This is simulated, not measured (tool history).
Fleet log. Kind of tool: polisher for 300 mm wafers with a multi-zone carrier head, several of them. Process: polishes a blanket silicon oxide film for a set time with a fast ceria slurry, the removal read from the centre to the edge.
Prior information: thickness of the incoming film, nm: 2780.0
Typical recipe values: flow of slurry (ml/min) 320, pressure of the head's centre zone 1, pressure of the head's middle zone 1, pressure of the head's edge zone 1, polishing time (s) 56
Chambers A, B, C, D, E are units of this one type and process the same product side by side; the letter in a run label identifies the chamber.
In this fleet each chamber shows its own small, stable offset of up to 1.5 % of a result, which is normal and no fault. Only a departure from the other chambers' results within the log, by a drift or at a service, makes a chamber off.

run   hour  flow of slurry (ml/min)  pressure of the head's centre zone  pressure of the head's middle zone  pressure of the head's edge zone  polishing time (s)  wafers polished on this pad  hours since the slurry nozzle was cleaned  hours since the centre zone pressure was calibrated  hours since the edge zone pressure was calibrated  film removed at the wafer's centre (Å)  film removed at mid-radius (Å)  film removed at the wafer's edge (Å)
 1E    8.4                      320                                   1                                   1                                 1                  56                          242                                      194.7                                                539.5                                              447.8                                  7596.2                          7731.8                                7723.3
      10.7  -- chamber C: worn pad replaced by a new one
 2B   15.5                      320                                   1                                   1                                 1                  56                          434                                      626.4                                                 1215                                              174.2                                  7671.7                          7545.1                                7562.8
 3A   26.5                      320                                   1                                   1                                 1                  56                          487                                      111.7                                                665.4                                              647.3                                  7562.9                          7689.7                                7468.1
 4C   33.9                      320                                   1                                   1                                 1                  56                          163                                      747.3                                                217.8                                              200.7                                  7594.1                          7542.5                                7593.2
 5D   42.6                      320                                   1                                   1                                 1                  56                          322                                      252.4                                                  396                                              254.5                                  7821.6                            7715                                7783.3
 6A   54.5                      320                                   1                                   1                                 1                  56                          683                                      139.7                                                693.4                                              675.3                                  7641.8                          7625.8                                7525.2
        59  -- chamber D: edge zone pressure recalibrated
      61.6  -- chamber A: worn pad replaced by a new one
 7C   66.7                      320                                   1                                   1                                 1                  56                          393                                      780.1                                                250.6                                              233.5                                  7361.5                          7569.5                                7650.8
 8D   73.1                      320                                   1                                   1                                 1                  56                          536                                      282.9                                                426.5                                               14.2                                  7550.6                            7649                                7640.5
      74.1  -- chamber E: centre zone pressure recalibrated
      77.3  -- chamber C: slurry nozzle cleaned
 9E   83.1                      320                                1.07                                0.89                                 1                  56                          766                                      269.4                                                  9.1                                              522.5                                  8354.2                          6926.3                                7686.1
10B     93                      320                                1.07                                0.89                                 1                  56                          979                                      703.9                                               1292.5                                              251.7                                    8185                          6759.2                                7533.4
     103.7  -- chamber D: slurry nozzle cleaned
11E  105.7                      320                                1.07                                0.89                                 1                  56                          925                                        292                                                 31.7                                              545.1                                  8199.7                            6891                                7674.4
     113.9  -- chamber C: worn pad replaced by a new one
12B  114.3                      320                                1.07                                0.89                                 1                  56                         1128                                      725.2                                               1313.8                                                273                                  8271.9                          6748.7                                7464.2
     116.1  -- chamber B: centre zone pressure recalibrated
13D  121.6                      320                                1.07                                0.89                                 1                  56                          876                                       17.9                                                  475                                               62.7                                  8225.8                            6879                                7771.9
14C    128                      320                                   1                                   1                                 1                  56                           99                                       50.7                                                311.9                                              294.8                                  7633.2                          7548.1                                7752.9
     132.3  -- chamber E: worn pad replaced by a new one
     135.1  -- chamber A: edge zone pressure recalibrated
     135.3  -- chamber B: worn pad replaced by a new one
15A  136.2                      320                                   1                                   1                                 1                  56                          523                                      221.4                                                775.1                                                1.2                                  7461.6                          7571.3                                7524.4
16A  143.9                      320                                   1                                   1                                 1                  56                          578                                      229.1                                                782.8                                                8.9                                    7576                          7727.7                                7602.7
     146.2  -- chamber C: edge zone pressure recalibrated
17D  151.3                      320                                   1                                   1                                 1                  56                         1085                                       47.6                                                504.7                                               92.4                                  7719.2                          7575.7                                7654.4
18C  160.8                      320                                   1                                   1                                 1                  56                          329                                       83.5                                                344.7                                               14.6                                  7355.9                          7507.2                                7576.4
19E    173                      320                                   1                                   1                                 1                  56                          286                                      359.3                                                   99                                              612.4                                  7902.5                          7704.8                                7553.9
     178.6  -- chamber D: worn pad replaced by a new one
20B  180.7                      320                                   1                                   1                                 1                  56                          318                                      791.6                                                 64.6                                              339.4                                  7531.3                          7579.8                                7436.9
     180.8  -- chamber B: slurry nozzle cleaned
21B  187.2                      320                                   1                                0.92                                 1                  56                          364                                        6.4                                                 71.1                                              345.9                                  7691.5                          7007.1                                7624.6
     193.3  -- chamber A: worn pad replaced by a new one
22D  198.1                      320                                   1                                0.92                                 1                  56                          137                                       94.4                                                551.5                                              139.2                                  7519.3                          7194.2                                  7646
     198.2  -- chamber C: centre zone pressure recalibrated
23E  210.2                      320                                   1                                0.92                                 1                  56                          547                                      396.5                                                136.2                                              649.6                                  7950.5                          7196.2                                7755.5
     215.1  -- chamber C: worn pad replaced by a new one
24A  222.4                      320                                   1                                0.92                                 1                  56                          204                                      307.6                                                861.3                                               87.4                                  7279.1                          7054.8                                  7550
     223.6  -- chamber E: edge zone pressure recalibrated
25C    235                      320                                   1                                0.92                                 1                  56                          139                                      157.7                                                 36.8                                               88.8                                  7553.8                          7060.6                                7764.2
     244.8  -- chamber A: centre zone pressure recalibrated
26B  245.1                      320                                   1                                   1                                 1                  56                          771                                       64.3                                                  129                                              403.8                                  7906.2                          7604.2                                7562.5
27A  252.8                      320                                   1                                0.94                              0.92                  56                          418                                        338                                                  8.1                                              117.8                                  8327.9                          7227.3                                7227.4
28D  264.3                      320                                   1                                0.94                              0.92                  56                          602                                      160.6                                                617.7                                              205.4                                  7644.4                          7152.8                                7310.9
29E  271.3                      320                                   1                                0.94                              0.92                  56                          976                                      457.6                                                197.3                                               47.7                                  7768.7                          7198.5                                7309.4
30C  280.7                      320                                   1                                0.94                              0.92                  56                          460                                      203.4                                                 82.5                                              134.5                                  7602.7                          7092.5                                7282.2
     283.6  -- chamber A: slurry nozzle cleaned
     284.5  -- chamber E: slurry nozzle cleaned
31E  290.2                      320                                   1                                0.94                              0.92                  56                         1108                                        5.8                                                216.2                                               66.6                                  7457.5                          7380.5                                  7272
32C  302.6                      320                                   1                                   1                                 1                  56                          614                                      225.3                                                104.4                                              156.4                                  7333.8                            7460                                7642.3
     306.2  -- chamber E: worn pad replaced by a new one
     309.2  -- chamber C: worn pad replaced by a new one
     313.6  -- chamber A: worn pad replaced by a new one
33B  314.9                      320                                   1                                   1                                 1                  56                         1261                                      134.1                                                198.8                                              473.6                                  7796.3                          7614.1                                7687.5
34D  320.9                      320                                   1                                   1                                 1                  56                          999                                      217.2                                                674.3                                                262                                    7679                          7579.6                                  7580
35A  326.9                      320                                   1                                   1                                 1                  56                           93                                       43.4                                                 82.2                                              191.9                                  8426.3                          7671.9                                7568.3
     332.7  -- chamber B: worn pad replaced by a new one
     335.8  -- chamber D: edge zone pressure recalibrated
36A  339.3                      260                                   1                                   1                                 1                  41                          180                                       55.8                                                 94.6                                              204.3                                  6127.7                          5479.6                                5454.6
37D  351.1                      260                                   1                                   1                                 1                  41                         1211                                      247.4                                                704.5                                               15.4                                  5481.7                          5415.4                                5476.9
38E  358.2                      260                                   1                                   1                                 1                  41                          365                                       73.8                                                284.2                                              134.6                                  5485.2                          5518.9                                5502.5
39C  368.1                      260                                   1                                   1                                 1                  41                          413                                      290.8                                                169.9                                              221.9                                  5373.1                          5488.8                                5546.7
40B  379.2                      260                                   1                                   1                                 1                  41                          326                                      198.4                                                263.1                                              537.9                                  5589.9                          5464.9                                5536.8

Has any chamber moved away from the others, gradually or after a service, or does the common gauge drift, or do the chambers differ only by their own small steady offsets? State the chamber and the most likely cause if one applies.

Chamber A has stood off from the others ever since a service on it.
What lies behind it: centre zone's pressure above its setpoint, % = 10.2.

Below are 4 candidate recipes for chamber A's next run, each the usual settings with a change, their results shown as question marks. Which of them brings A's results back in line with what the other chambers give on the usual settings?
Counts as in line when no further than this from what the other chambers average on the usual settings: film removed at the wafer's centre (Å) 380; film removed at mid-radius (Å) 230; film removed at the wafer's edge (Å) 240
41A-1  388.3                      315                                0.92                                   1                              1.03                  56                                                                                                                                                                                                                       ?                               ?                                     ?
41A-2  388.3                      310                                0.85                                1.01                              1.07                  56                                                                                                                                                                                                                       ?                               ?                                     ?
41A-3  388.3                      325                                1.08                                   1                              0.97                  56                                                                                                                                                                                                                       ?                               ?                                     ?
41A-4  388.3                      330                                1.17                                0.99                              0.93                  57                                                                                                                                                                                                                       ?                               ?                                     ?

The mean the other chambers reach with the usual settings: film removed at the wafer's centre (Å) 7631.4; film removed at mid-radius (Å) 7605.9; film removed at the wafer's edge (Å) 7615.4
  run  film removed at the wafer's centre (Å)  film removed at mid-radius (Å)  film removed at the wafer's edge (Å)
41A-1                                  7645.3                          7584.5                                7596.1
41A-2                                  6987.6                            7646                                7741.1
41A-3                                    9152                            7599                                7379.4
41A-4                                   10179                          7669.9                                7361.3
41A-1 puts the chamber back in line with the other chambers.

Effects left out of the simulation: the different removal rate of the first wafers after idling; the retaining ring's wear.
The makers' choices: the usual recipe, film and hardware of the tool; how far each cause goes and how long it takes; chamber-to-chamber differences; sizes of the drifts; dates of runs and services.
